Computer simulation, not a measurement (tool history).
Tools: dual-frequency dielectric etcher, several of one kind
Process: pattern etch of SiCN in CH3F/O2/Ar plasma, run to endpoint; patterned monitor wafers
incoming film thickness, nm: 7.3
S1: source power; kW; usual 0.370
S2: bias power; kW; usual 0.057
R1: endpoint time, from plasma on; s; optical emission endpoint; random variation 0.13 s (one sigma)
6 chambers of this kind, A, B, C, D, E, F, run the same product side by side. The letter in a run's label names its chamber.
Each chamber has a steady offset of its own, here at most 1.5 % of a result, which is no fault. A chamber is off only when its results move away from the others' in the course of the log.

run   hour     S1     S2      R1
 1D    2.9  0.370  0.057  21.829
 2E    9.1  0.370  0.057  21.715
 3B   14.3  0.370  0.057  21.750
 4A   20.5  0.370  0.057  21.514
 5C   26.6  0.370  0.057  21.699
 6F   31.4  0.370  0.057  21.592
 7F   37.2  0.370  0.057  21.607
 8B   43.1  0.370  0.057  21.944
 9D   46.2  0.370  0.057  22.040
      47.5  -- chamber B: bias power generator calibrated
10A   49.9  0.370  0.057  21.583
11C   53.2  0.370  0.057  21.694
12E   58.4  0.370  0.057  21.939
13C   61.9  0.370  0.057  21.669
14A   67.6  0.370  0.057  21.605
15D   73.6  0.370  0.057  21.931
16E   76.5  0.300  0.062  23.228
17F   81.3  0.300  0.062  22.840
18B   85.8  0.300  0.062  22.915
19F   91.2  0.300  0.062  22.813
20C   95.0  0.300  0.062  22.361
21B  100.4  0.300  0.062  22.926
22E  105.1  0.370  0.057  22.105
23A  110.5  0.370  0.057  21.884
24D  115.9  0.370  0.057  22.078
25E  121.1  0.370  0.057  22.243
26A  126.2  0.370  0.057  21.620
27D  130.0  0.370  0.057  21.954
28C  134.1  0.370  0.057  21.358
29F  137.9  0.440  0.052  21.077
30B  141.0  0.440  0.052  20.870
31D  145.8  0.440  0.052  21.153
     148.6  -- chamber F: wet clean of the chamber
     149.2  -- chamber A: bias power generator calibrated
32F  151.2  0.440  0.052  20.881
33C  157.6  0.440  0.052  20.561
34E  162.4  0.440  0.052  21.283
35B  167.2  0.370  0.057  21.429
36A  171.7  0.370  0.057  21.642
37A  176.5  0.370  0.057  21.664
38E  179.4  0.370  0.057  21.742
39B  184.6  0.370  0.057  21.879

What goes on in this fleet: one chamber off, a drifting gauge, or nothing beyond the chambers' own small offsets? Name the chamber and the cause, if any.

Chamber C drifts away from the others.
Cause: etch rate over this chamber's usual, % = 3.34.

Here are 4 candidates for chamber C's next run, each the usual settings with a change, their results left as question marks. Which one brings its results back in line with what the others give on the usual settings?
In line means no further than this from the other chambers' mean on the usual settings: R1 0.460 s
40C-1  189.3  0.330  0.052   ?
40C-2  189.3  0.370  0.063   ?
40C-3  189.3  0.410  0.062   ?
40C-4  189.3  0.350  0.055   ?

The other chambers' mean on the usual settings: R1 21.804 s
  run      R1
40C-1  22.705
40C-2  20.364
40C-3  19.697
40C-4  21.787
40C-4 brings the chamber back in line.
